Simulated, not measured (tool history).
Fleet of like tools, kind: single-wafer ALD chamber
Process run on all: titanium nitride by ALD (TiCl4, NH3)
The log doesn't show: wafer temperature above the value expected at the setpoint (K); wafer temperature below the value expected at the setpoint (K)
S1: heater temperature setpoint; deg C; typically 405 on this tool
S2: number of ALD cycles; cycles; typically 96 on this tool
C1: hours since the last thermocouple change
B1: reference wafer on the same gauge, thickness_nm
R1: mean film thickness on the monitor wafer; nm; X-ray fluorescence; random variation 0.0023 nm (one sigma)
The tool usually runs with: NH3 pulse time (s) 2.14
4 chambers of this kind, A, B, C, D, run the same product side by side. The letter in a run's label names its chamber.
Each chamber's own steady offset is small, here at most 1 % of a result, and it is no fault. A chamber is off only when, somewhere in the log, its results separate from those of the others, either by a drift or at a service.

run 1D hour=13.1 | S1=405 S2=96 NH3_pulse_time_(s)=2.14 | C1=1300.6 | B1=2.2197 | R1=2.1328
run 2B hour=25.1 | S1=405 S2=96 NH3_pulse_time_(s)=2.14 | C1=898.7 | B1=2.2204 | R1=2.1210
run 3C hour=35.2 | S1=405 S2=96 NH3_pulse_time_(s)=2.14 | C1=1318.6 | B1=2.2209 | R1=2.1421
run 4A hour=45.0 | S1=405 S2=96 NH3_pulse_time_(s)=2.14 | C1=694.0 | B1=2.2206 | R1=2.1337
run 5C hour=54.1 | S1=405 S2=96 NH3_pulse_time_(s)=2.14 | C1=1337.5 | B1=2.2213 | R1=2.1430
run 6D hour=67.1 | S1=405 S2=96 NH3_pulse_time_(s)=2.14 | C1=1354.6 | B1=2.2212 | R1=2.1305
run 7B hour=76.3 | S1=405 S2=96 NH3_pulse_time_(s)=2.14 | C1=949.9 | B1=2.2213 | R1=2.1199
run 8A hour=87.5 | S1=405 S2=96 NH3_pulse_time_(s)=2.14 | C1=736.5 | B1=2.2219 | R1=2.1337
run 9D hour=94.9 | S1=405 S2=96 NH3_pulse_time_(s)=2.14 | C1=1382.4 | B1=2.2222 | R1=2.1356
run 10C hour=101.6 | S1=405 S2=96 NH3_pulse_time_(s)=2.14 | C1=1385.0 | B1=2.2216 | R1=2.1460
run 11A hour=109.1 | S1=405 S2=96 NH3_pulse_time_(s)=2.14 | C1=758.1 | B1=2.2225 | R1=2.1358
run 12B hour=116.7 | S1=405 S2=96 NH3_pulse_time_(s)=2.14 | C1=990.3 | B1=2.2220 | R1=2.1195
run 13C hour=125.6 | S1=405 S2=96 NH3_pulse_time_(s)=2.14 | C1=1409.0 | B1=2.2225 | R1=2.1482
run 14D hour=134.2 | S1=405 S2=96 NH3_pulse_time_(s)=2.14 | C1=1421.7 | B1=2.2227 | R1=2.1338
run 15B hour=142.0 | S1=405 S2=96 NH3_pulse_time_(s)=2.14 | C1=1015.6 | B1=2.2234 | R1=2.1203
run 16A hour=151.2 | S1=405 S2=96 NH3_pulse_time_(s)=2.14 | C1=800.2 | B1=2.2234 | R1=2.1326
run 17A hour=163.8 | S1=405 S2=96 NH3_pulse_time_(s)=2.14 | C1=812.8 | B1=2.2235 | R1=2.1368
run 18D hour=175.9 | S1=405 S2=96 NH3_pulse_time_(s)=2.14 | C1=1463.4 | B1=2.2245 | R1=2.1305
-- hour=180.9 chamber B: thermocouple changed; heater temperature recalibrated
run 19C hour=185.6 | S1=397 S2=96 NH3_pulse_time_(s)=2.14 | C1=1469.0 | B1=2.2237 | R1=2.1357
run 20B hour=198.4 | S1=397 S2=96 NH3_pulse_time_(s)=2.14 | C1=17.6 | B1=2.2239 | R1=2.1175
run 21A hour=206.4 | S1=397 S2=96 NH3_pulse_time_(s)=2.14 | C1=855.4 | B1=2.2244 | R1=2.1276
run 22C hour=218.9 | S1=397 S2=96 NH3_pulse_time_(s)=2.14 | C1=1502.3 | B1=2.2248 | R1=2.1391
run 23D hour=229.8 | S1=405 S2=96 NH3_pulse_time_(s)=2.14 | C1=1517.3 | B1=2.2249 | R1=2.1352
run 24B hour=238.4 | S1=405 S2=96 NH3_pulse_time_(s)=2.14 | C1=57.6 | B1=2.2253 | R1=2.1260
run 25C hour=252.0 | S1=405 S2=96 NH3_pulse_time_(s)=2.14 | C1=1535.4 | B1=2.2252 | R1=2.1478
run 26B hour=262.2 | S1=405 S2=96 NH3_pulse_time_(s)=2.14 | C1=81.4 | B1=2.2262 | R1=2.1241
run 27A hour=271.1 | S1=405 S2=88 NH3_pulse_time_(s)=2.58 | C1=920.1 | B1=2.2258 | R1=1.9732
run 28D hour=281.3 | S1=405 S2=88 NH3_pulse_time_(s)=2.58 | C1=1568.8 | B1=2.2265 | R1=1.9703
run 29D hour=290.2 | S1=405 S2=88 NH3_pulse_time_(s)=2.58 | C1=1577.7 | B1=2.2259 | R1=1.9703
run 30C hour=296.5 | S1=405 S2=88 NH3_pulse_time_(s)=2.58 | C1=1579.9 | B1=2.2263 | R1=1.9871
run 31A hour=305.0 | S1=405 S2=96 NH3_pulse_time_(s)=2.14 | C1=954.0 | B1=2.2265 | R1=2.1422
run 32B hour=316.8 | S1=398 S2=108 NH3_pulse_time_(s)=2.14 | C1=136.0 | B1=2.2274 | R1=2.3831
run 33D hour=329.8 | S1=398 S2=108 NH3_pulse_time_(s)=2.14 | C1=1617.3 | B1=2.2271 | R1=2.3981
run 34C hour=339.4 | S1=398 S2=108 NH3_pulse_time_(s)=2.14 | C1=1622.8 | B1=2.2283 | R1=2.4068
run 35B hour=347.1 | S1=398 S2=108 NH3_pulse_time_(s)=2.14 | C1=166.3 | B1=2.2273 | R1=2.3833
run 36A hour=358.6 | S1=405 S2=96 NH3_pulse_time_(s)=2.14 | C1=1007.6 | B1=2.2277 | R1=2.1427
run 37B hour=365.0 | S1=405 S2=90 NH3_pulse_time_(s)=2.14 | C1=184.2 | B1=2.2279 | R1=1.9961
run 38D hour=376.5 | S1=405 S2=90 NH3_pulse_time_(s)=2.14 | C1=1664.0 | B1=2.2280 | R1=2.0047
run 39C hour=386.9 | S1=405 S2=90 NH3_pulse_time_(s)=2.14 | C1=1670.3 | B1=2.2284 | R1=2.0163
run 40A hour=396.7 | S1=405 S2=90 NH3_pulse_time_(s)=2.14 | C1=1045.7 | B1=2.2288 | R1=2.0094
run 41B hour=405.2 | S1=405 S2=96 NH3_pulse_time_(s)=2.14 | C1=224.4 | B1=2.2294 | R1=2.1267
run 42C hour=413.8 | S1=405 S2=96 NH3_pulse_time_(s)=2.14 | C1=1697.2 | B1=2.2291 | R1=2.1477
run 43D hour=425.7 | S1=405 S2=96 NH3_pulse_time_(s)=2.14 | C1=1713.2 | B1=2.2296 | R1=2.1390
run 44A hour=433.4 | S1=405 S2=96 NH3_pulse_time_(s)=2.14 | C1=1082.4 | B1=2.2289 | R1=2.1448

Predict what each chamber gives when all 4 of them run the settings below next.
run 45A hour=443.7 | S1=392 S2=96 NH3_pulse_time_(s)=2.14 | R1=?
run 45B hour=443.7 | S1=392 S2=96 NH3_pulse_time_(s)=2.14 | R1=?
run 45C hour=443.7 | S1=392 S2=96 NH3_pulse_time_(s)=2.14 | R1=?
run 45D hour=443.7 | S1=392 S2=96 NH3_pulse_time_(s)=2.14 | R1=?

run=45A R1=2.1224
run=45B R1=2.1118
run=45C R1=2.1287
run=45D R1=2.1170

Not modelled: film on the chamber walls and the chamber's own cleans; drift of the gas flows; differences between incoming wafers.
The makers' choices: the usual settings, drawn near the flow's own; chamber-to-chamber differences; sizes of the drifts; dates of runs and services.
